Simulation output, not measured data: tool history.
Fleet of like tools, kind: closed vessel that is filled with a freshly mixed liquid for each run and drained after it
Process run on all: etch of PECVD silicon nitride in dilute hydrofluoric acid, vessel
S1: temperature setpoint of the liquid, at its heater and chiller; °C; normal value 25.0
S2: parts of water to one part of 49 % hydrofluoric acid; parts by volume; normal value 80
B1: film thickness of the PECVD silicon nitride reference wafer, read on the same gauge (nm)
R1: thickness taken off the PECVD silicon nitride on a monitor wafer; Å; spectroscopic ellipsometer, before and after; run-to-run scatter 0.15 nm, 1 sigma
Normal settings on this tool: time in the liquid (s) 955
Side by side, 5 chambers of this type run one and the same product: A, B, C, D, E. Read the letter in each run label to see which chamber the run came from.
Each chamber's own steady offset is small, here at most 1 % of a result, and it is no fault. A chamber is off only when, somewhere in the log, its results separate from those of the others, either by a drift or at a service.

run 1D hour=8.2 | S1=25.0 S2=80 time_in_the_liquid_(s)=955 | B1=119.99 | R1=359.86
run 2C hour=19.5 | S1=25.0 S2=80 time_in_the_liquid_(s)=955 | B1=119.98 | R1=363.54
run 3B hour=31.2 | S1=25.0 S2=80 time_in_the_liquid_(s)=955 | B1=120.03 | R1=366.34
run 4E hour=39.6 | S1=25.0 S2=80 time_in_the_liquid_(s)=955 | B1=119.98 | R1=360.95
-- hour=47.8 chamber C: thermometer replaced
run 5A hour=53.7 | S1=25.0 S2=80 time_in_the_liquid_(s)=955 | B1=120.02 | R1=361.56
run 6B hour=63.8 | S1=25.0 S2=80 time_in_the_liquid_(s)=955 | B1=120.01 | R1=364.69
run 7E hour=75.4 | S1=25.0 S2=80 time_in_the_liquid_(s)=955 | B1=120.02 | R1=360.81
run 8A hour=88.0 | S1=25.0 S2=80 time_in_the_liquid_(s)=755 | B1=120.03 | R1=285.13
run 9C hour=98.3 | S1=25.0 S2=80 time_in_the_liquid_(s)=755 | B1=120.01 | R1=285.80
run 10D hour=111.6 | S1=25.0 S2=80 time_in_the_liquid_(s)=755 | B1=119.95 | R1=284.26
run 11B hour=123.3 | S1=25.0 S2=80 time_in_the_liquid_(s)=755 | B1=120.02 | R1=289.75
run 12A hour=131.7 | S1=25.0 S2=80 time_in_the_liquid_(s)=755 | B1=119.99 | R1=286.18
run 13C hour=141.0 | S1=25.0 S2=80 time_in_the_liquid_(s)=1175 | B1=119.97 | R1=444.20
run 14D hour=155.2 | S1=25.0 S2=80 time_in_the_liquid_(s)=1175 | B1=120.02 | R1=440.64
run 15E hour=161.8 | S1=25.0 S2=80 time_in_the_liquid_(s)=1175 | B1=120.05 | R1=444.40
run 16B hour=175.8 | S1=25.0 S2=80 time_in_the_liquid_(s)=1175 | B1=119.99 | R1=450.29
run 17D hour=185.2 | S1=25.0 S2=80 time_in_the_liquid_(s)=1175 | B1=119.98 | R1=443.47
run 18C hour=193.8 | S1=25.0 S2=80 time_in_the_liquid_(s)=955 | B1=119.98 | R1=361.03
run 19E hour=200.7 | S1=27.5 S2=80 time_in_the_liquid_(s)=955 | B1=119.97 | R1=428.81
-- hour=203.3 chamber A: thermometer replaced
run 20A hour=210.4 | S1=27.5 S2=80 time_in_the_liquid_(s)=955 | B1=120.01 | R1=423.26
run 21B hour=221.6 | S1=27.5 S2=80 time_in_the_liquid_(s)=955 | B1=120.01 | R1=428.55
run 22A hour=233.9 | S1=27.5 S2=80 time_in_the_liquid_(s)=955 | B1=120.01 | R1=427.08
-- hour=234.0 chamber E: thermometer replaced
-- hour=242.4 chamber D: hydrofluoric acid flow meter replaced
run 23E hour=247.3 | S1=27.5 S2=80 time_in_the_liquid_(s)=955 | B1=120.00 | R1=429.67
run 24C hour=256.5 | S1=25.0 S2=80 time_in_the_liquid_(s)=955 | B1=120.02 | R1=363.09
-- hour=259.6 chamber E: hydrofluoric acid flow meter replaced
run 25D hour=268.1 | S1=25.0 S2=80 time_in_the_liquid_(s)=955 | B1=119.97 | R1=361.17
run 26D hour=274.3 | S1=25.0 S2=80 time_in_the_liquid_(s)=955 | B1=119.93 | R1=360.41
run 27B hour=284.2 | S1=25.0 S2=80 time_in_the_liquid_(s)=955 | B1=119.97 | R1=365.51
run 28C hour=294.0 | S1=25.0 S2=80 time_in_the_liquid_(s)=955 | B1=120.02 | R1=361.22
run 29A hour=306.9 | S1=25.0 S2=80 time_in_the_liquid_(s)=600 | B1=120.08 | R1=227.12
run 30E hour=320.4 | S1=25.0 S2=80 time_in_the_liquid_(s)=600 | B1=120.01 | R1=229.04
run 31C hour=330.7 | S1=25.0 S2=80 time_in_the_liquid_(s)=600 | B1=119.96 | R1=225.91
run 32B hour=343.8 | S1=25.0 S2=80 time_in_the_liquid_(s)=600 | B1=120.00 | R1=228.00
run 33A hour=353.2 | S1=25.0 S2=80 time_in_the_liquid_(s)=600 | B1=120.00 | R1=226.67
run 34D hour=365.8 | S1=20.5 S2=80 time_in_the_liquid_(s)=1410 | B1=120.05 | R1=393.58
run 35E hour=379.8 | S1=20.5 S2=80 time_in_the_liquid_(s)=1410 | B1=119.99 | R1=393.52

Has any chamber moved away from the others, gradually or after a service, or does the common gauge drift, or do the chambers differ only by their own small steady offsets? State the chamber and the most likely cause if one applies.

The fleet is healthy, with each chamber sitting at its usual small offset and no drift in the gauge.
